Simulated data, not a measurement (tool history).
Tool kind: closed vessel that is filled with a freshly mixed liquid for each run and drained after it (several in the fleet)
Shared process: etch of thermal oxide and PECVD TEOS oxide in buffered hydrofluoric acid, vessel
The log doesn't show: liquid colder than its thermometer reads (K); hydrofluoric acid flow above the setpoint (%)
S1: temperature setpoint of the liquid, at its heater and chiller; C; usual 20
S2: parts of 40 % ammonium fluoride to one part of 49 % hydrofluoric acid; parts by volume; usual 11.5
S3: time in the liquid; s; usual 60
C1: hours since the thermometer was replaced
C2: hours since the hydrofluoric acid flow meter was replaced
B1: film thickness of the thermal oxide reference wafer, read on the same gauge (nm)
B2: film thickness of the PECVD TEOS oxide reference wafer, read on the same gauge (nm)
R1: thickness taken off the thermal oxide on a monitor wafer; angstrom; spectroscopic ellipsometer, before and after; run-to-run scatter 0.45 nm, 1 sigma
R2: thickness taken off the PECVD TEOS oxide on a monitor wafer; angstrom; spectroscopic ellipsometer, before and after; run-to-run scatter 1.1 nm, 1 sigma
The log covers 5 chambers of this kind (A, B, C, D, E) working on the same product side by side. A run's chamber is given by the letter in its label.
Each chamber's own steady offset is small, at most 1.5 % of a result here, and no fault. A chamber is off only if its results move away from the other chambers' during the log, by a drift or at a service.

run   hour    S1    S2  S3      C1      C2      B1      B2      R1      R2
 1E   12.8    20  11.5  60   895.4  1508.5  30.004  129.98  466.53  1596.6
 2C   23.3    20  11.5  60   566.8   680.2  29.998  130.01   460.1  1604.9
      24.4  -- chamber E: hydrofluoric acid flow meter replaced
 3B   33.5    20  11.5  60   445.3   315.9      30  129.99  455.74  1610.3
 4D   39.9    20  11.5  60   275.9     872  30.006     130  473.87  1602.2
 5A   47.5    20  11.5  60   622.9    2021  30.012  130.02  459.74  1623.8
 6E   56.3    20     8  60   938.9    31.9      30  129.99  628.43  2207.9
 7A   66.6    20     8  60     642  2040.1      30     130   646.1  2270.6
 8C   76.2    20     8  60   619.7   733.1      30     130  637.73  2216.9
 9B   86.3    20     8  60   498.1   368.7  29.993  129.99  653.33  2220.2
10D   96.7    20     8  60   332.7   928.8  29.999  129.98  642.88    2243
11C  104.7    20  11.5  60   648.2   761.6      30     130  461.46  1605.8
12B    114    20  11.5  80   525.8   396.4  30.011  130.01  616.28  2152.1
13A  127.7    20  11.5  80   703.1  2101.2  30.005     130  630.46  2144.1
14E  139.6    20  11.5  80  1022.2   115.2  30.027  129.99  602.31  2115.7
15D  147.6    20  11.5  80   383.6   979.7  30.003  130.03  631.07  2124.5
16C  157.3    20  11.5  80   700.8   814.2  30.021  129.99  613.17  2145.1
17B  170.7    20  11.5  60   582.5   453.1  29.993     130  461.71  1594.6
18E  178.5    20  11.5  60  1061.1   154.1  30.013     130  461.43  1574.4
19D  192.4    20  11.5  60   428.4  1024.5  30.012  130.02  472.11  1605.5
20A  203.3    20  11.5  60   778.7  2176.8  29.999  130.01  465.81  1622.1
21E  213.5    20  11.5  60  1096.1   189.1  29.976  130.01  457.36  1588.6
22C  222.7    20  11.5  60   766.2   879.6  29.995  130.01  462.21  1614.2
23A  234.9    20  11.5  60   810.3  2208.4  29.998  129.98  461.61  1622.9
24B  245.7    20  11.5  85   657.5   528.1  29.993  129.99  653.22  2268.4
25D  254.6    20  11.5  85   490.6  1086.7  29.989     130  666.29  2247.8
26A  265.9    20  11.5  85   841.3  2239.4  30.006     130  653.25  2254.6
     275.8  -- chamber A: hydrofluoric acid flow meter replaced
27D  276.4    20  11.5  85   512.4  1108.5  29.988  129.98  665.02  2273.9
28E  284.5    20  11.5  85  1167.1   260.1  29.989     130  659.99  2258.4
29B  296.7  18.5  11.5  60   708.5   579.1  30.005     130  421.82  1476.5
30C  308.1  18.5  11.5  60   851.6     965  30.023  130.01  429.79  1475.9
31A  320.3  18.5  11.5  60   895.7    44.5  30.013  130.02  416.24  1465.8
32C  328.6  18.5  11.5  60   872.1   985.5  30.018  129.99   422.9  1473.1
33D  341.7  18.5  11.5  60   577.7  1173.8  30.003     130  424.95  1484.7
34E  354.9    20  11.5  60  1237.5   330.5  30.005     130  467.82  1597.4
35B  368.6    20  11.5  60   780.4     651  30.013  129.99  455.97  1596.6
36E  379.4    20  11.5  60    1262     355  30.003     130  464.35  1592.6
37A  388.4    20  11.5  60   963.8   112.6  30.004     130  469.72  1600.4
38D  399.7    20  11.5  60   635.7  1231.8   30.02  129.98  466.27  1606.1
39B  412.8    20  11.5  60   824.6   695.2      30  130.01  465.19  1603.8
40C  422.7    20  11.5  60   966.2  1079.6  29.978  129.99  466.87  1617.5

Is one chamber out of step, is the gauge drifting, or do the chambers differ by no more than their own small offsets? For an off chamber, give its letter and the likeliest cause.

No chamber is off and the gauge is stable; the differences are just each chamber's small, constant offset.
